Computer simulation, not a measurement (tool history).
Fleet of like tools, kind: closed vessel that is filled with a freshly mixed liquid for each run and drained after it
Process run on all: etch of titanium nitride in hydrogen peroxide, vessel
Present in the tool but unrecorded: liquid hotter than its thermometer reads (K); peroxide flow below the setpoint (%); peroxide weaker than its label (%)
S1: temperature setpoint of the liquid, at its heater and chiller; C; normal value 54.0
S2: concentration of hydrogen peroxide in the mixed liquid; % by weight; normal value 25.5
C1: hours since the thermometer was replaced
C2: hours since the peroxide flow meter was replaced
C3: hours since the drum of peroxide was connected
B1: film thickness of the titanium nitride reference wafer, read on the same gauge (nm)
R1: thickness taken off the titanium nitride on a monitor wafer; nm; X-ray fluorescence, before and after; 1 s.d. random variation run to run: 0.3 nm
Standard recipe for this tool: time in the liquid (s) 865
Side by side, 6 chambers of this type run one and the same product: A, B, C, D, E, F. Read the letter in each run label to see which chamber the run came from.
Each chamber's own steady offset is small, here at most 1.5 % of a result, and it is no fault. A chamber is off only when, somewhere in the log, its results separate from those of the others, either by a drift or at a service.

run 1E hour=8.9 | S1=54.0 S2=25.5 time_in_the_liquid_(s)=865 | C1=1325.7 C2=411.4 C3=411.0 | B1=109.99 | R1=35.530
run 2A hour=18.4 | S1=54.0 S2=25.5 time_in_the_liquid_(s)=865 | C1=715.4 C2=845.2 C3=463.3 | B1=109.97 | R1=35.386
run 3B hour=29.7 | S1=54.0 S2=25.5 time_in_the_liquid_(s)=865 | C1=664.5 C2=1412.1 C3=126.4 | B1=110.01 | R1=35.704
-- hour=34.8 chamber A: peroxide flow meter replaced
run 4F hour=37.6 | S1=54.0 S2=25.5 time_in_the_liquid_(s)=865 | C1=394.7 C2=188.8 C3=216.4 | B1=110.01 | R1=36.351
-- hour=44.2 chamber C: new drum of peroxide connected
run 5C hour=44.2 | S1=54.0 S2=25.5 time_in_the_liquid_(s)=865 | C1=2452.7 C2=557.8 C3=0.1 | B1=109.99 | R1=35.722
run 6D hour=53.4 | S1=46.5 S2=25.5 time_in_the_liquid_(s)=580 | C1=536.9 C2=691.0 C3=216.7 | B1=110.00 | R1=13.675
run 7C hour=60.3 | S1=46.5 S2=25.5 time_in_the_liquid_(s)=580 | C1=2468.8 C2=573.9 C3=16.2 | B1=109.97 | R1=13.897
run 8A hour=68.6 | S1=46.5 S2=25.5 time_in_the_liquid_(s)=580 | C1=765.6 C2=33.8 C3=513.5 | B1=109.98 | R1=13.925
run 9E hour=79.6 | S1=46.5 S2=25.5 time_in_the_liquid_(s)=580 | C1=1396.4 C2=482.1 C3=481.7 | B1=109.98 | R1=13.887
run 10D hour=87.2 | S1=46.5 S2=25.5 time_in_the_liquid_(s)=580 | C1=570.7 C2=724.8 C3=250.5 | B1=110.00 | R1=13.774
run 11F hour=92.4 | S1=46.5 S2=25.5 time_in_the_liquid_(s)=580 | C1=449.5 C2=243.6 C3=271.2 | B1=110.01 | R1=14.154
run 12B hour=103.8 | S1=54.0 S2=25.5 time_in_the_liquid_(s)=865 | C1=738.6 C2=1486.2 C3=200.5 | B1=110.01 | R1=35.283
run 13D hour=112.3 | S1=54.0 S2=25.5 time_in_the_liquid_(s)=865 | C1=595.8 C2=749.9 C3=275.6 | B1=110.03 | R1=35.576
-- hour=121.4 chamber C: thermometer replaced
run 14A hour=123.5 | S1=54.0 S2=25.5 time_in_the_liquid_(s)=865 | C1=820.5 C2=88.7 C3=568.4 | B1=110.01 | R1=35.931
run 15E hour=130.4 | S1=54.0 S2=25.5 time_in_the_liquid_(s)=865 | C1=1447.2 C2=532.9 C3=532.5 | B1=109.98 | R1=35.438
run 16B hour=138.5 | S1=54.0 S2=25.5 time_in_the_liquid_(s)=865 | C1=773.3 C2=1520.9 C3=235.2 | B1=109.99 | R1=35.889
run 17F hour=144.9 | S1=54.0 S2=30.0 time_in_the_liquid_(s)=865 | C1=502.0 C2=296.1 C3=323.7 | B1=109.99 | R1=37.413
run 18C hour=152.4 | S1=54.0 S2=30.0 time_in_the_liquid_(s)=865 | C1=31.0 C2=666.0 C3=108.3 | B1=110.01 | R1=37.042
run 19D hour=160.5 | S1=54.0 S2=30.0 time_in_the_liquid_(s)=865 | C1=644.0 C2=798.1 C3=323.8 | B1=110.01 | R1=36.702
run 20F hour=166.0 | S1=54.0 S2=30.0 time_in_the_liquid_(s)=865 | C1=523.1 C2=317.2 C3=344.8 | B1=109.99 | R1=38.277
run 21C hour=176.8 | S1=54.0 S2=30.0 time_in_the_liquid_(s)=865 | C1=55.4 C2=690.4 C3=132.7 | B1=109.98 | R1=37.245
run 22E hour=184.1 | S1=54.0 S2=30.0 time_in_the_liquid_(s)=865 | C1=1500.9 C2=586.6 C3=586.2 | B1=109.98 | R1=36.605
run 23A hour=190.5 | S1=54.0 S2=25.5 time_in_the_liquid_(s)=865 | C1=887.5 C2=155.7 C3=635.4 | B1=110.01 | R1=35.850
run 24B hour=199.2 | S1=54.0 S2=25.5 time_in_the_liquid_(s)=865 | C1=834.0 C2=1581.6 C3=295.9 | B1=110.04 | R1=35.408
run 25C hour=209.8 | S1=54.0 S2=25.5 time_in_the_liquid_(s)=865 | C1=88.4 C2=723.4 C3=165.7 | B1=110.01 | R1=35.598
run 26E hour=215.4 | S1=54.0 S2=25.5 time_in_the_liquid_(s)=865 | C1=1532.2 C2=617.9 C3=617.5 | B1=110.01 | R1=35.601
run 27F hour=222.7 | S1=54.0 S2=25.5 time_in_the_liquid_(s)=865 | C1=579.8 C2=373.9 C3=401.5 | B1=110.00 | R1=37.581
run 28A hour=230.1 | S1=54.0 S2=25.5 time_in_the_liquid_(s)=865 | C1=927.1 C2=195.3 C3=675.0 | B1=110.00 | R1=35.715
run 29B hour=238.4 | S1=54.0 S2=25.5 time_in_the_liquid_(s)=865 | C1=873.2 C2=1620.8 C3=335.1 | B1=110.00 | R1=35.455
run 30D hour=249.4 | S1=54.0 S2=25.5 time_in_the_liquid_(s)=865 | C1=732.9 C2=887.0 C3=412.7 | B1=110.01 | R1=35.368
run 31D hour=259.0 | S1=54.0 S2=25.5 time_in_the_liquid_(s)=865 | C1=742.5 C2=896.6 C3=422.3 | B1=110.04 | R1=35.501
run 32A hour=268.6 | S1=54.0 S2=25.5 time_in_the_liquid_(s)=865 | C1=965.6 C2=233.8 C3=713.5 | B1=110.00 | R1=35.625
run 33B hour=278.2 | S1=54.0 S2=25.5 time_in_the_liquid_(s)=865 | C1=913.0 C2=1660.6 C3=374.9 | B1=110.01 | R1=36.237
run 34F hour=288.7 | S1=54.0 S2=25.5 time_in_the_liquid_(s)=865 | C1=645.8 C2=439.9 C3=467.5 | B1=110.01 | R1=38.702
run 35E hour=295.8 | S1=54.0 S2=25.5 time_in_the_liquid_(s)=865 | C1=1612.6 C2=698.3 C3=697.9 | B1=109.97 | R1=35.202
run 36C hour=305.1 | S1=54.0 S2=25.5 time_in_the_liquid_(s)=865 | C1=183.7 C2=818.7 C3=261.0 | B1=110.00 | R1=35.760
run 37A hour=312.7 | S1=54.0 S2=25.5 time_in_the_liquid_(s)=865 | C1=1009.7 C2=277.9 C3=757.6 | B1=109.98 | R1=35.478
run 38C hour=318.2 | S1=54.0 S2=25.5 time_in_the_liquid_(s)=865 | C1=196.8 C2=831.8 C3=274.1 | B1=109.99 | R1=35.999
-- hour=322.8 chamber F: peroxide flow meter replaced
run 39E hour=326.3 | S1=54.0 S2=25.5 time_in_the_liquid_(s)=865 | C1=1643.1 C2=728.8 C3=728.4 | B1=109.97 | R1=35.367
run 40B hour=335.1 | S1=54.0 S2=22.0 time_in_the_liquid_(s)=865 | C1=969.9 C2=1717.5 C3=431.8 | B1=110.01 | R1=34.535
run 41D hour=342.9 | S1=54.0 S2=22.0 time_in_the_liquid_(s)=865 | C1=826.4 C2=980.5 C3=506.2 | B1=109.99 | R1=34.221
run 42F hour=351.0 | S1=54.0 S2=22.0 time_in_the_liquid_(s)=865 | C1=708.1 C2=28.2 C3=529.8 | B1=110.02 | R1=38.503
run 43D hour=360.4 | S1=54.0 S2=22.0 time_in_the_liquid_(s)=865 | C1=843.9 C2=998.0 C3=523.7 | B1=109.98 | R1=33.836
run 44F hour=366.4 | S1=54.0 S2=22.0 time_in_the_liquid_(s)=865 | C1=723.5 C2=43.6 C3=545.2 | B1=109.97 | R1=38.834

Next, every chamber runs the same settings. What will each give?
run 45A hour=374.6 | S1=54.0 S2=25.5 time_in_the_liquid_(s)=865 | R1=?
run 45B hour=374.6 | S1=54.0 S2=25.5 time_in_the_liquid_(s)=865 | R1=?
run 45C hour=374.6 | S1=54.0 S2=25.5 time_in_the_liquid_(s)=865 | R1=?
run 45D hour=374.6 | S1=54.0 S2=25.5 time_in_the_liquid_(s)=865 | R1=?
run 45E hour=374.6 | S1=54.0 S2=25.5 time_in_the_liquid_(s)=865 | R1=?
run 45F hour=374.6 | S1=54.0 S2=25.5 time_in_the_liquid_(s)=865 | R1=?

run=45A R1=35.428
run=45B R1=35.907
run=45C R1=35.228
run=45D R1=35.285
run=45E R1=35.777
run=45F R1=40.775

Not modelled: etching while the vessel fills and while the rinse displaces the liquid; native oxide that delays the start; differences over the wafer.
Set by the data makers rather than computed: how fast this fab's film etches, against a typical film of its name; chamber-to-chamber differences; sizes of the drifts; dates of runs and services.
